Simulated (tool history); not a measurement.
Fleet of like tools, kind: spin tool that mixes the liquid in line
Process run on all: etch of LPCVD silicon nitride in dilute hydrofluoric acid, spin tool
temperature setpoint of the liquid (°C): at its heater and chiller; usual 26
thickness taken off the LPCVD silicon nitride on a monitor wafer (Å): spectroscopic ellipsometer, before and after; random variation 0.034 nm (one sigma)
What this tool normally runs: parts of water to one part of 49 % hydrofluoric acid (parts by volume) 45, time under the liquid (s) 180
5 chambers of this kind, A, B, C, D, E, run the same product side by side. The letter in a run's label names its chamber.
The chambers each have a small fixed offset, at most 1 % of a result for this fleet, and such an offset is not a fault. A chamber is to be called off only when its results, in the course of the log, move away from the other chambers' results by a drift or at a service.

run    day  temperature setpoint of the liquid (°C)  parts of water to one part of 49 % hydrofluoric acid (parts by volume)  time under the liquid (s)  hours since the thermometer was replaced  hours since the hydrofluoric acid flow meter was replaced  read-back film thickness of the LPCVD silicon nitride reference wafer, read on the same gauge (nm)  thickness taken off the LPCVD silicon nitride on a monitor wafer (Å)
 1A  0.154                                       26                                                                      45                        180                                     742.1                                                     1121.6                                                                                                 110                                                                 22.26
 2B  0.242                                       26                                                                      45                        180                                     815.3                                                      221.1                                                                                                 110                                                                23.469
 3E  0.388                                       26                                                                      45                        180                                     552.7                                                     1356.6                                                                                                 110                                                                22.289
 4C  0.471                                       26                                                                      45                        180                                    1785.1                                                      830.4                                                                                              110.03                                                                22.901
 5D  0.592                                       26                                                                      45                        180                                     791.5                                                       1399                                                                                              110.01                                                                 22.99
 6C  0.708                                       26                                                                      45                        180                                    1790.8                                                      836.1                                                                                                 110                                                                23.408
 7B  0.812                                       26                                                                      45                        180                                       829                                                      234.8                                                                                                 110                                                                22.686
 8A  0.992                                       26                                                                      45                        180                                     762.2                                                     1141.7                                                                                              110.03                                                                22.728
 9D  1.112                                       26                                                                      45                        180                                       804                                                     1411.5                                                                                              109.99                                                                23.056
10E  1.233                                       26                                                                      45                        260                                       573                                                     1376.9                                                                                                 110                                                                33.107
11A   1.35                                       26                                                                      45                        260                                     770.8                                                     1150.3                                                                                                 110                                                                33.285
12E   1.45                                       26                                                                      45                        260                                     578.2                                                     1382.1                                                                                              110.02                                                                32.877
13C  1.642                                       26                                                                      45                        260                                    1813.2                                                      858.5                                                                                              110.03                                                                32.956
14B  1.733                                       26                                                                      45                        260                                     851.1                                                      256.9                                                                                              109.96                                                                 32.81
15D  1.892                                       26                                                                      45                        180                                     822.7                                                     1430.2                                                                                              109.99                                                                23.496
16C  2.058                                       22                                                                      35                        180                                    1823.2                                                      868.5                                                                                              110.01                                                                21.943
17A  2.217                                       22                                                                      35                        180                                     791.6                                                     1171.1                                                                                                 110                                                                23.124
18E  2.325                                       22                                                                      35                        180                                     599.2                                                     1403.1                                                                                                 110                                                                22.081
19B  2.442                                       22                                                                      35                        180                                     868.1                                                      273.9                                                                                                 110                                                                21.679
20D    2.6                                       22                                                                      35                        180                                     839.7                                                     1447.2                                                                                              110.02                                                                22.539
21C  2.721                                       26                                                                      45                        180                                    1839.1                                                      884.4                                                                                                 110                                                                23.485
22E  2.821                                       26                                                                      45                        180                                     611.1                                                       1415                                                                                              110.03                                                                22.379
23D  3.004                                       26                                                                      45                        180                                     849.4                                                     1456.9                                                                                              110.01                                                                 22.74
24B  3.175                                     30.5                                                                      60                        180                                     885.7                                                      291.5                                                                                                 110                                                                23.726
25A  3.338                                     30.5                                                                      60                        180                                     818.5                                                       1198                                                                                              110.01                                                                 24.83
     3.383  -- chamber D: thermometer replaced
26A  3.467                                     30.5                                                                      60                        180                                     821.6                                                     1201.1                                                                                                 110                                                                25.095
27B  3.633                                     30.5                                                                      60                        180                                     896.7                                                      302.5                                                                                                 110                                                                 23.04
28E  3.762                                     30.5                                                                      60                        180                                     633.7                                                     1437.6                                                                                              109.97                                                                23.094
29C   3.95                                       26                                                                      45                        180                                    1868.6                                                      913.9                                                                                              110.02                                                                22.514
30D  4.133                                       26                                                                      45                        180                                        18                                                       1484                                                                                                 110                                                                22.799

Next, every chamber runs the same settings. What will each give?
31A  4.271                                       26                                                                      45                        180                                                                                                                                                                                                                                                                              ?
31B  4.271                                       26                                                                      45                        180                                                                                                                                                                                                                                                                              ?
31C  4.271                                       26                                                                      45                        180                                                                                                                                                                                                                                                                              ?
31D  4.271                                       26                                                                      45                        180                                                                                                                                                                                                                                                                              ?
31E  4.271                                       26                                                                      45                        180                                                                                                                                                                                                                                                                              ?

run  thickness taken off the LPCVD silicon nitride on a monitor wafer (Å)
31A                                                                 25.06
31B                                                                23.345
31C                                                                 23.07
31D                                                                22.462
31E                                                                22.336
